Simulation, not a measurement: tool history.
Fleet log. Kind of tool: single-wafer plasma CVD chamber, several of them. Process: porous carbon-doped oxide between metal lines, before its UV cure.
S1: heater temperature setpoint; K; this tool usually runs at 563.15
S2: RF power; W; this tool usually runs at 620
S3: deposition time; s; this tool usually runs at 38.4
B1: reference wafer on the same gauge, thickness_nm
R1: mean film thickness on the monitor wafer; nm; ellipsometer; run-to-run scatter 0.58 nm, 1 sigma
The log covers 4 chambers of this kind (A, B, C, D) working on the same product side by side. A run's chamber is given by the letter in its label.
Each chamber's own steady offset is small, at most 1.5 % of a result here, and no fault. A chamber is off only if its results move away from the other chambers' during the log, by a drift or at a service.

run 1D hour=5.8 | S1=563.15 S2=620 S3=38.4 | B1=256.78 | R1=251.56
run 2A hour=11.4 | S1=563.15 S2=620 S3=38.4 | B1=257.03 | R1=250.98
run 3C hour=16.9 | S1=563.15 S2=620 S3=38.4 | B1=257.01 | R1=249.17
run 4B hour=20.2 | S1=563.15 S2=620 S3=38.4 | B1=256.95 | R1=251.65
run 5A hour=23.4 | S1=563.15 S2=620 S3=38.4 | B1=257.04 | R1=250.99
run 6B hour=28.3 | S1=563.15 S2=620 S3=38.4 | B1=256.98 | R1=251.22
run 7D hour=32.1 | S1=563.15 S2=620 S3=38.4 | B1=256.91 | R1=251.95
run 8C hour=35.2 | S1=563.15 S2=620 S3=38.4 | B1=257.00 | R1=249.42
run 9B hour=42.0 | S1=563.15 S2=620 S3=38.4 | B1=256.91 | R1=251.92
run 10D hour=45.2 | S1=563.15 S2=620 S3=38.4 | B1=256.77 | R1=250.67
run 11A hour=51.1 | S1=563.15 S2=620 S3=38.4 | B1=257.03 | R1=252.18
run 12C hour=56.4 | S1=563.15 S2=620 S3=38.4 | B1=256.84 | R1=248.48
run 13B hour=61.4 | S1=563.15 S2=620 S3=38.4 | B1=256.92 | R1=249.99
run 14C hour=66.1 | S1=563.15 S2=620 S3=38.4 | B1=257.01 | R1=249.22
run 15D hour=72.4 | S1=571.15 S2=620 S3=42.1 | B1=256.93 | R1=261.15
run 16A hour=75.7 | S1=571.15 S2=620 S3=42.1 | B1=257.03 | R1=263.40
-- hour=76.8 chamber B: thermocouple changed; heater temperature recalibrated
run 17A hour=79.9 | S1=571.15 S2=620 S3=42.1 | B1=256.91 | R1=262.81
run 18D hour=86.1 | S1=571.15 S2=620 S3=42.1 | B1=256.90 | R1=261.05
run 19C hour=91.6 | S1=563.15 S2=620 S3=38.4 | B1=257.06 | R1=250.06
run 20B hour=95.6 | S1=563.15 S2=620 S3=38.4 | B1=256.89 | R1=248.26
run 21C hour=100.9 | S1=563.15 S2=620 S3=38.4 | B1=256.85 | R1=248.81
run 22A hour=106.3 | S1=573.15 S2=620 S3=38.4 | B1=257.19 | R1=237.24
run 23B hour=111.3 | S1=573.15 S2=620 S3=38.4 | B1=257.04 | R1=232.79
run 24D hour=115.0 | S1=573.15 S2=620 S3=38.4 | B1=257.01 | R1=237.22
run 25A hour=119.2 | S1=573.15 S2=620 S3=38.4 | B1=256.95 | R1=237.35
run 26D hour=122.5 | S1=563.15 S2=620 S3=38.4 | B1=257.03 | R1=250.48
run 27B hour=125.9 | S1=563.15 S2=620 S3=38.4 | B1=256.98 | R1=247.90
run 28C hour=130.2 | S1=563.15 S2=620 S3=38.4 | B1=256.85 | R1=248.41
run 29C hour=133.7 | S1=563.15 S2=620 S3=38.4 | B1=257.06 | R1=249.37
run 30A hour=138.4 | S1=563.15 S2=620 S3=38.4 | B1=257.04 | R1=251.51
run 31D hour=142.3 | S1=563.15 S2=620 S3=38.4 | B1=257.05 | R1=251.85

What goes on in this fleet: one chamber off, a drifting gauge, or nothing beyond the chambers' own small offsets? Name the chamber and the cause, if any.

It is chamber B that slowly wanders off from its peers.
What lies behind it: delivered RF power below the setpoint (%) = 3.43.

Here are 4 candidates for chamber B's next run, each the usual settings with a change, their results left as question marks. Which one brings its results back in line with what the others give on the usual settings?
In-line tolerance around the mean of the other chambers on the usual settings: R1 2.00 nm
run 32B-1 hour=147.2 | S1=563.15 S2=620 S3=38.3 | R1=?
run 32B-2 hour=147.2 | S1=562.15 S2=630 S3=38.4 | R1=?
run 32B-3 hour=147.2 | S1=563.15 S2=620 S3=38.5 | R1=?
run 32B-4 hour=147.2 | S1=563.15 S2=615 S3=38.0 | R1=?

The mean the other chambers reach with the usual settings: R1 250.53 nm
run=32B-1 R1=245.54
run=32B-2 R1=250.23
run=32B-3 R1=246.79
run=32B-4 R1=242.41
The answer is 32B-2, which returns the chamber to within the allowed miss of the others.

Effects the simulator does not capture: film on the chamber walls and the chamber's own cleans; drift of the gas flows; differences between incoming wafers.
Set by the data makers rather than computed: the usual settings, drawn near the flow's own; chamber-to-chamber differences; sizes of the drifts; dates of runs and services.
